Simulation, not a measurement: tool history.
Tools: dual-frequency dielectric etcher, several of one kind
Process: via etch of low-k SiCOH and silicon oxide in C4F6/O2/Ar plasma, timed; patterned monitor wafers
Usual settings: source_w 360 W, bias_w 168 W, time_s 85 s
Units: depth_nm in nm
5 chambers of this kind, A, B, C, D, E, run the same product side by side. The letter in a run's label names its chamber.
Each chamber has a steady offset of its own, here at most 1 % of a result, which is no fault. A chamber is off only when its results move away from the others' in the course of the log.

run,hour,source_w,bias_w,time_s,hours since the last wet clean,hours since the last source power generator calibration,hours since the last bias power generator calibration,"read-back reference wafer on the same gauge, depth_nm",depth_nm
1D,3.7,360,168,85,118.3,1517.6,1405.1,263.06,222.36
2E,10.2,360,168,85,87.3,1811.8,3592.4,263.15,221.57
3B,15.1,360,168,85,257.6,2065.6,1866.4,263.09,222.88
4C,19,360,168,85,137.9,343.6,577.9,263.17,221
5A,26.2,360,168,85,242.2,2345.5,3901.4,263.22,221.89
6C,30.9,360,168,85,149.8,355.5,589.8,263.29,221.96
7E,35.7,360,168,85,112.8,1837.3,3617.9,263.28,222.18
8B,41.3,360,168,85,283.8,2091.8,1892.6,263.21,222.8
9D,45,360,168,85,159.6,1558.9,1446.4,263.24,222.54
10A,52.4,360,168,85,268.4,2371.7,3927.6,263.31,222.15
11C,58.8,360,168,85,177.7,383.4,617.7,263.35,221.22
12B,64.2,360,168,85,306.7,2114.7,1915.5,263.52,223.03
13E,68.5,360,168,85,145.6,1870.1,3650.7,263.49,221.77
14D,75.9,360,168,85,190.5,1589.8,1477.3,263.51,222.79
15A,82.3,390,168,103,298.3,2401.6,3957.5,263.54,277.9
16B,88.1,390,168,103,330.6,2138.6,1939.4,263.65,278.43
17D,91.8,390,168,103,206.4,1605.7,1493.2,263.62,279.1
18C,99.1,390,168,103,218,423.7,658,263.66,277.53
19E,102.5,390,168,103,179.6,1904.1,3684.7,263.78,277.78
20A,107.2,360,168,107,323.2,2426.5,3982.4,263.63,279.66
21A,110.6,360,168,107,326.6,2429.9,3985.8,263.76,279.48
22E,117.2,360,168,107,194.3,1918.8,3699.4,263.82,279.98
23B,123.5,360,168,107,366,2174,1974.8,263.91,280.89
24C,128.5,360,168,107,247.4,453.1,687.4,263.97,279.62
25D,133.4,360,168,85,248,1647.3,1534.8,263.99,223.39
26B,139,360,168,85,381.5,2189.5,1990.3,263.99,223.42
27C,146.4,360,168,85,265.3,471,705.3,264.08,222.26
# hour 147: chamber A: wet clean of the chamber
28E,149.9,360,168,85,227,1951.5,3732.1,264.11,222.45
29D,153.2,360,142,85,267.8,1667.1,1554.6,264.05,212.14
30A,156.6,360,142,85,9.7,2475.9,4031.8,264.11,211.23
31B,161.4,360,142,85,403.9,2211.9,2012.7,264.08,212.01
32C,168.1,360,142,85,287,492.7,727,264.22,210.78
33A,172.9,360,142,85,26,2492.2,4048.1,264.26,211.57
34E,178.6,360,168,85,255.7,1980.2,3760.8,264.24,222.4
35D,184,360,168,85,298.6,1697.9,1585.4,264.2,223.47
36C,189,360,168,85,307.9,513.6,747.9,264.28,221.76
37A,195,360,168,85,48.1,2514.3,4070.2,264.25,223.11
38D,201.9,360,168,85,316.5,1715.8,1603.3,264.46,223.45
39B,207.9,360,168,85,450.4,2258.4,2059.2,264.47,223.25
40E,213.3,360,168,85,290.4,2014.9,3795.5,264.48,222.33
41A,219.9,360,168,85,73,2539.2,4095.1,264.48,222.46

Next, every chamber runs the same settings. What will each give?
42A,225.3,360,168,85,,,,,?
42B,225.3,360,168,85,,,,,?
42C,225.3,360,168,85,,,,,?
42D,225.3,360,168,85,,,,,?
42E,225.3,360,168,85,,,,,?

run,depth_nm
42A,222.82
42B,224.14
42C,221.57
42D,223.83
42E,223.13
